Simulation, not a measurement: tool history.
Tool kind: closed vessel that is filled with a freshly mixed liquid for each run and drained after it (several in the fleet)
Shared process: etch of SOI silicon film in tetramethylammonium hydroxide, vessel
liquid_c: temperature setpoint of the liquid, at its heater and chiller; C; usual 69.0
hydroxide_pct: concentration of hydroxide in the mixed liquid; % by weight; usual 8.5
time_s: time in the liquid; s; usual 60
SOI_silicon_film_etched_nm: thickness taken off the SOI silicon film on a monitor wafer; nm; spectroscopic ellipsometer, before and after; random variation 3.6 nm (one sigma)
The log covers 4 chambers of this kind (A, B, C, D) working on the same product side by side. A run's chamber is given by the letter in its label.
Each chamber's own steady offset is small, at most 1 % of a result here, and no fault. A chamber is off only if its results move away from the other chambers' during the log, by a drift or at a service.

| run | day | liquid_c | hydroxide_pct | time_s | hours since the thermometer was replaced | hours since the hydroxide flow meter was replaced | read-back film thickness of the SOI silicon film reference wafer, read on the same gauge (nm) | SOI_silicon_film_etched_nm |
|---|---|---|---|---|---|---|---|---|
| 1B | 0.133 | 69.0 | 8.5 | 60 | 1500.6 | 56.0 | 30.005 | 426.69 |
|  | 0.138 | chamber C: thermometer replaced |
| 2C | 0.212 | 69.0 | 8.5 | 60 | 1.9 | 972.5 | 30.009 | 425.30 |
| 3D | 0.362 | 69.0 | 8.5 | 60 | 528.9 | 2375.0 | 29.998 | 422.52 |
| 4A | 0.458 | 69.0 | 8.5 | 60 | 1488.2 | 928.3 | 30.022 | 422.81 |
| 5B | 0.612 | 69.0 | 8.5 | 60 | 1512.1 | 67.5 | 29.999 | 429.79 |
| 6D | 0.767 | 69.0 | 8.5 | 60 | 538.6 | 2384.7 | 29.988 | 423.91 |
| 7A | 0.917 | 75.5 | 8.5 | 60 | 1499.2 | 939.3 | 29.996 | 634.03 |
| 8C | 1.029 | 75.5 | 8.5 | 60 | 21.5 | 992.1 | 29.980 | 627.15 |
| 9B | 1.175 | 75.5 | 8.5 | 60 | 1525.6 | 81.0 | 30.052 | 617.19 |
| 10A | 1.308 | 75.5 | 8.5 | 60 | 1508.6 | 948.7 | 29.999 | 622.59 |
| 11D | 1.425 | 69.0 | 8.5 | 60 | 554.4 | 2400.5 | 29.979 | 422.73 |
| 12C | 1.504 | 69.0 | 8.5 | 60 | 32.9 | 1003.5 | 29.993 | 420.27 |
| 13B | 1.583 | 69.0 | 8.5 | 60 | 1535.4 | 90.8 | 30.022 | 421.59 |
| 14D | 1.688 | 69.0 | 8.5 | 60 | 560.7 | 2406.8 | 30.008 | 420.06 |
| 15C | 1.796 | 69.0 | 8.5 | 60 | 39.9 | 1010.5 | 30.006 | 419.89 |
| 16A | 1.921 | 69.0 | 8.5 | 60 | 1523.3 | 963.4 | 29.980 | 426.19 |
| 17A | 2.067 | 69.0 | 8.5 | 60 | 1526.8 | 966.9 | 30.006 | 426.81 |
| 18B | 2.238 | 69.0 | 8.5 | 60 | 1551.1 | 106.5 | 29.994 | 434.71 |
| 19C | 2.404 | 76.0 | 8.5 | 30 | 54.5 | 1025.1 | 29.968 | 314.25 |
| 20D | 2.517 | 76.0 | 8.5 | 30 | 580.6 | 2426.7 | 30.015 | 321.26 |
| 21D | 2.688 | 76.0 | 8.5 | 30 | 584.7 | 2430.8 | 30.013 | 323.82 |
| 22C | 2.804 | 76.0 | 8.5 | 30 | 64.1 | 1034.7 | 30.032 | 319.00 |
| 23B | 2.908 | 69.0 | 8.5 | 60 | 1567.2 | 122.6 | 30.035 | 429.88 |
| 24A | 3.071 | 66.5 | 8.5 | 60 | 1550.9 | 991.0 | 29.981 | 353.90 |
| 25A | 3.225 | 66.5 | 8.5 | 60 | 1554.6 | 994.7 | 30.016 | 352.49 |
|  | 3.383 | chamber D: hydroxide flow meter replaced |
| 26D | 3.388 | 66.5 | 8.5 | 60 | 601.5 | 0.1 | 30.005 | 364.40 |
| 27B | 3.517 | 66.5 | 8.5 | 60 | 1581.8 | 137.2 | 30.035 | 367.41 |
| 28C | 3.617 | 69.0 | 8.5 | 60 | 83.6 | 1054.2 | 29.983 | 420.74 |
| 29B | 3.721 | 69.0 | 8.5 | 60 | 1586.7 | 142.1 | 30.009 | 430.46 |
| 30D | 3.879 | 69.0 | 8.5 | 60 | 613.3 | 11.9 | 30.007 | 418.80 |
| 31C | 3.975 | 69.0 | 8.5 | 60 | 92.2 | 1062.8 | 29.953 | 423.68 |
| 32A | 4.108 | 69.0 | 8.5 | 60 | 1575.8 | 1015.9 | 30.006 | 399.63 |
|  | 4.112 | chamber A: hydroxide flow meter replaced |
| 33A | 4.225 | 69.0 | 8.5 | 60 | 1578.6 | 2.8 | 29.980 | 396.49 |
| 34C | 4.371 | 69.0 | 8.5 | 60 | 101.7 | 1072.3 | 29.963 | 426.33 |
| 35B | 4.458 | 69.0 | 8.5 | 60 | 1604.4 | 159.8 | 30.003 | 418.80 |
| 36D | 4.579 | 69.0 | 8.5 | 60 | 630.1 | 28.7 | 30.007 | 423.51 |
| 37D | 4.671 | 72.5 | 8.5 | 35 | 632.3 | 30.9 | 29.979 | 304.37 |
| 38A | 4.838 | 72.5 | 8.5 | 35 | 1593.3 | 17.5 | 30.015 | 282.66 |
| 39C | 5.000 | 72.5 | 8.5 | 35 | 116.8 | 1087.4 | 29.967 | 302.75 |
| 40B | 5.121 | 72.5 | 8.5 | 35 | 1620.3 | 175.7 | 29.999 | 307.82 |
| 41C | 5.275 | 69.0 | 7.5 | 60 | 123.4 | 1094.0 | 29.988 | 436.20 |
| 42A | 5.412 | 69.0 | 7.5 | 60 | 1607.1 | 31.3 | 29.963 | 403.78 |
| 43D | 5.496 | 69.0 | 7.5 | 60 | 652.1 | 50.7 | 30.026 | 441.71 |

Is one chamber off against the others, does the gauge drift, or is nothing wrong? If a chamber is off, say which, and what the likeliest cause is.

One chamber, A, drifts off from the rest bit by bit.
Likeliest cause: liquid colder than its thermometer reads (K) = 1.84.

Chamber A could run next with any of the 4 candidate recipes listed below; each alters the usual settings, and their results appear as question marks. Which one brings its results back in line with what the other chambers deliver on the usual settings?
In line here means within this much of the mean the other chambers give on the usual settings: SOI_silicon_film_etched_nm 13.00 nm
| 44A-1 | 5.625 | 69.0 | 11.0 | 60 |  |  |  | ? |
| 44A-2 | 5.625 | 68.5 | 8.5 | 60 |  |  |  | ? |
| 44A-3 | 5.625 | 69.5 | 8.5 | 65 |  |  |  | ? |
| 44A-4 | 5.625 | 69.5 | 8.5 | 60 |  |  |  | ? |

On the usual settings, the other chambers give on average: SOI_silicon_film_etched_nm 425.27 nm
| run | SOI_silicon_film_etched_nm |
|---|---|
| 44A-1 | 349.03 |
| 44A-2 | 372.40 |
| 44A-3 | 428.25 |
| 44A-4 | 395.31 |
44A-3 puts the chamber back in line with the other chambers.
